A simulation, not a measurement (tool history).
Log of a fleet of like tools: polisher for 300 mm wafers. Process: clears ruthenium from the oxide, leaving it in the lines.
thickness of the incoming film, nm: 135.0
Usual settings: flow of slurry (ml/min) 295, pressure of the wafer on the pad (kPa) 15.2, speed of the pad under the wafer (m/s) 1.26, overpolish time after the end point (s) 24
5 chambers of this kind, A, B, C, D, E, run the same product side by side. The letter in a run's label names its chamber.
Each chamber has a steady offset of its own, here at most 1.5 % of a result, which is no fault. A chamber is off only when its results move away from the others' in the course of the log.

run	day	flow of slurry (ml/min)	pressure of the wafer on the pad (kPa)	speed of the pad under the wafer (m/s)	overpolish time after the end point (s)	wafers polished on this pad	hours since the slurry nozzle was cleaned	hours since the head pressure was calibrated	time until the end point was called (s)
# day 0.167: chamber B: slurry nozzle cleaned
1E	0.412	295	15.2	1.26	24	697	156.5	24.0	106.460
# day 0.521: chamber D: worn pad replaced by a new one
# day 0.571: chamber C: worn pad replaced by a new one
2A	0.625	295	15.2	1.26	24	587	193.5	138.8	103.650
3B	0.896	295	15.2	1.26	24	712	17.5	177.2	107.810
4D	1.100	295	15.2	1.26	24	78	264.5	609.4	101.020
5C	1.454	295	15.2	1.26	24	119	39.8	621.7	105.200
6E	1.812	295	15.2	1.26	24	887	190.1	57.6	103.920
# day 2.012: chamber B: worn pad replaced by a new one
7B	2.192	295	15.2	1.26	24	24	48.6	208.3	104.260
8D	2.517	295	15.2	1.26	24	270	298.5	643.4	103.560
9C	2.754	295	15.2	1.26	24	296	71.0	652.9	105.140
# day 3.058: chamber A: worn pad replaced by a new one
10A	3.146	295	15.2	1.26	24	11	254.0	199.3	102.490
11E	3.475	295	15.2	1.26	24	1112	230.0	97.5	105.080
12D	3.850	295	15.2	1.26	24	451	330.5	675.4	104.610
13A	4.154	295	15.2	1.26	24	148	278.2	223.5	104.780
14B	4.462	220	13.1	1.26	24	332	103.1	262.8	125.290
# day 4.671: chamber E: worn pad replaced by a new one
15C	4.742	220	13.1	1.26	24	565	118.7	700.6	123.940
16E	5.154	220	13.1	1.26	24	65	270.3	137.8	124.630
17C	5.525	220	13.1	1.26	24	671	137.5	719.4	125.120
# day 5.662: chamber D: slurry nozzle cleaned
# day 5.771: chamber C: worn pad replaced by a new one
18D	5.929	220	13.1	1.26	24	733	6.5	725.3	124.560
19B	6.221	295	15.2	1.26	24	570	145.3	305.0	104.410
20A	6.629	295	15.2	1.26	24	484	337.6	282.9	98.348
21D	6.829	295	15.2	1.26	24	855	28.1	746.9	103.360
22E	7.217	295	15.2	1.26	24	345	319.8	187.3	104.220
23C	7.425	295	15.2	1.26	24	224	183.1	765.0	104.460
24B	7.808	295	15.2	1.26	24	786	183.4	343.1	103.140
25A	8.138	215	15.2	1.26	20	688	373.8	319.1	103.090
26A	8.412	215	15.2	1.26	20	725	380.4	325.7	102.720
27E	8.658	215	15.2	1.26	20	540	354.4	221.9	106.610
28C	8.950	215	15.2	1.26	20	431	219.7	801.6	109.990
# day 9.004: chamber D: worn pad replaced by a new one
# day 9.179: chamber B: worn pad replaced by a new one
29B	9.258	215	15.2	1.26	20	10	218.2	377.9	108.610
30D	9.554	295	15.2	1.26	24	74	93.5	812.3	103.240
31C	9.842	295	15.2	1.26	24	552	241.1	823.0	102.410
# day 10.058: chamber A: worn pad replaced by a new one
32D	10.079	295	15.2	1.26	24	145	106.1	824.9	106.550
33A	10.450	365	15.2	1.26	18	53	429.3	374.6	95.409

Next, every chamber runs the same settings. What will each give?
34A	10.758	295	15.2	1.68	24				?
34B	10.758	295	15.2	1.68	24				?
34C	10.758	295	15.2	1.68	24				?
34D	10.758	295	15.2	1.68	24				?
34E	10.758	295	15.2	1.68	24				?

run	time until the end point was called (s)
34A	71.037
34B	79.127
34C	79.552
34D	77.276
34E	77.322

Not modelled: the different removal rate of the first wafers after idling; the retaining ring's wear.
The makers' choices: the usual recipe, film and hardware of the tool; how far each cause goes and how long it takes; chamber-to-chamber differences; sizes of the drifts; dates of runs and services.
